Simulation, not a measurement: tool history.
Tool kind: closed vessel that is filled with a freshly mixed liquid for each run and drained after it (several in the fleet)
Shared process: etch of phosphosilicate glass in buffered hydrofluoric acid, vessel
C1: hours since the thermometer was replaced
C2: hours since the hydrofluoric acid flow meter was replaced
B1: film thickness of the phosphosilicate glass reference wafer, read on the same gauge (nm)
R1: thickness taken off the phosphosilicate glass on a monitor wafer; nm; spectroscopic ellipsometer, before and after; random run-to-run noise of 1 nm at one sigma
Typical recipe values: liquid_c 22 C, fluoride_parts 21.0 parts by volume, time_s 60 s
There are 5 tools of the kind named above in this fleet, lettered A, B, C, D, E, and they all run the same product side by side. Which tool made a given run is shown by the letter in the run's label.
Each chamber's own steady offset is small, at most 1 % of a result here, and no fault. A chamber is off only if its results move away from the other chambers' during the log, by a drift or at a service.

Run 1C, day 0.512: usual settings; C1 747.2; C2 703.1; B1 130.02. Result: R1 195.100 nm.
Run 2A, day 1.017: usual settings; C1 112.6; C2 1417.9; B1 130.01. Result: R1 194.270 nm.
At day 1.046: chamber E: thermometer replaced.
Run 3B, day 1.667: usual settings; C1 1049.5; C2 762.3; B1 130.04. Result: R1 198.590 nm.
Run 4E, day 2.117: usual settings; C1 25.8; C2 423.6; B1 130.01. Result: R1 197.530 nm.
Run 5D, day 2.429: usual settings; C1 518.3; C2 807.1; B1 129.99. Result: R1 196.770 nm.
Run 6C, day 2.929: usual settings; C1 805.2; C2 761.1; B1 129.97. Result: R1 196.010 nm.
Run 7E, day 3.483: usual settings; C1 58.6; C2 456.4; B1 129.98. Result: R1 196.560 nm.
Run 8A, day 3.988: usual settings but time_s 30 s; C1 183.9; C2 1489.2; B1 129.96. Result: R1 96.430 nm.
Run 9D, day 4.312: usual settings but time_s 30 s; C1 563.5; C2 852.3; B1 129.98. Result: R1 97.789 nm.
Run 10B, day 4.808: usual settings but time_s 30 s; C1 1124.9; C2 837.7; B1 130.00. Result: R1 99.801 nm.
At day 5.017: chamber B: hydrofluoric acid flow meter replaced.
Run 11E, day 5.467: usual settings but time_s 30 s; C1 106.2; C2 504.0; B1 129.98. Result: R1 98.894 nm.
Run 12A, day 5.854: usual settings but time_s 30 s; C1 228.7; C2 1534.0; B1 130.00. Result: R1 97.498 nm.
Run 13D, day 6.246: usual settings; C1 609.9; C2 898.7; B1 129.96. Result: R1 193.800 nm.
Run 14B, day 6.621: usual settings; C1 1168.4; C2 38.6; B1 130.04. Result: R1 198.310 nm.
Run 15C, day 7.075: usual settings; C1 904.7; C2 860.6; B1 130.00. Result: R1 190.340 nm.
Run 16E, day 7.512: usual settings; C1 155.3; C2 553.1; B1 130.02. Result: R1 196.310 nm.
Run 17B, day 8.167: usual settings; C1 1205.5; C2 75.7; B1 130.07. Result: R1 198.420 nm.
Run 18C, day 8.721: usual settings; C1 944.2; C2 900.1; B1 130.02. Result: R1 190.000 nm.
Run 19A, day 9.271: usual settings; C1 310.7; C2 1616.0; B1 130.00. Result: R1 195.170 nm.
Run 20D, day 9.646: usual settings; C1 691.5; C2 980.3; B1 129.99. Result: R1 193.780 nm.
Run 21A, day 10.304: usual settings; C1 335.5; C2 1640.8; B1 129.99. Result: R1 194.610 nm.
Run 22D, day 10.712: usual settings; C1 717.1; C2 1005.9; B1 129.98. Result: R1 193.840 nm.
Run 23E, day 11.333: usual settings; C1 247.0; C2 644.8; B1 130.00. Result: R1 197.210 nm.
Run 24C, day 11.688: usual settings; C1 1015.4; C2 971.3; B1 130.02. Result: R1 190.060 nm.
Run 25B, day 12.150: usual settings; C1 1301.1; C2 171.3; B1 129.95. Result: R1 197.240 nm.
Run 26B, day 12.688: usual settings; C1 1314.0; C2 184.2; B1 129.98. Result: R1 196.580 nm.
At day 12.933: chamber D: thermometer replaced.
Run 27D, day 13.067: usual settings but time_s 75 s; C1 3.3; C2 1062.4; B1 130.03. Result: R1 243.630 nm.
Run 28A, day 13.454: usual settings but time_s 75 s; C1 411.1; C2 1716.4; B1 129.95. Result: R1 245.400 nm.
Run 29C, day 14.125: usual settings but time_s 75 s; C1 1073.9; C2 1029.8; B1 130.01. Result: R1 237.010 nm.
Run 30E, day 14.475: usual settings but time_s 75 s; C1 322.4; C2 720.2; B1 130.03. Result: R1 247.730 nm.
Run 31B, day 14.788: usual settings but time_s 75 s; C1 1364.4; C2 234.6; B1 129.99. Result: R1 245.790 nm.
Run 32A, day 15.408: usual settings; C1 458.0; C2 1763.3; B1 129.95. Result: R1 193.300 nm.
Run 33D, day 16.012: usual settings; C1 74.0; C2 1133.1; B1 130.00. Result: R1 194.930 nm.
Run 34E, day 16.521: usual settings; C1 371.5; C2 769.3; B1 130.00. Result: R1 197.070 nm.
Run 35C, day 17.100: usual settings; C1 1145.3; C2 1101.2; B1 129.99. Result: R1 185.390 nm.
Run 36C, day 17.508: usual settings; C1 1155.1; C2 1111.0; B1 129.97. Result: R1 186.890 nm.
Run 37D, day 17.896: usual settings but fluoride_parts 27.5 parts by volume, time_s 85 s; C1 119.2; C2 1178.3; B1 130.01. Result: R1 232.000 nm.
Run 38B, day 18.358: usual settings but fluoride_parts 27.5 parts by volume, time_s 85 s; C1 1450.1; C2 320.3; B1 129.98. Result: R1 235.200 nm.
Run 39E, day 18.967: usual settings but fluoride_parts 27.5 parts by volume, time_s 85 s; C1 430.2; C2 828.0; B1 130.02. Result: R1 232.560 nm.
Run 40A, day 19.621: usual settings but fluoride_parts 27.5 parts by volume, time_s 85 s; C1 559.1; C2 1864.4; B1 130.01. Result: R1 231.150 nm.

Has any chamber moved away from the others, gradually or after a service, or does the common gauge drift, or do the chambers differ only by their own small steady offsets? State the chamber and the most likely cause if one applies.

Little by little, chamber C moves away from the other chambers.
Cause: liquid colder than its thermometer reads (K) = 0.863.
The log may not separate it from: hydrofluoric acid flow below the setpoint (%).

Chamber C could run next with any of the 4 candidate recipes listed below; each alters the usual settings, and their results appear as question marks. Which one brings its results back in line with what the other chambers deliver on the usual settings?
Allowed miss from the other chambers' usual-settings mean, per result, to count as in line: R1 3.600 nm
Run 41C-1, day 20.104: usual settings but liquid_c 23.0 C. Result: R1 ?.
Run 41C-2, day 20.104: usual settings but liquid_c 21.5 C, fluoride_parts 22.0 parts by volume. Result: R1 ?.
Run 41C-3, day 20.104: usual settings but fluoride_parts 20.5 parts by volume. Result: R1 ?.
Run 41C-4, day 20.104: usual settings but fluoride_parts 21.5 parts by volume. Result: R1 ?.

The mean the other chambers reach with the usual settings: R1 196.480 nm
  run       R1
41C-1  195.040
41C-2  173.930
41C-3  187.790
41C-4  181.720
The answer is 41C-1, which returns the chamber to within the allowed miss of the others.
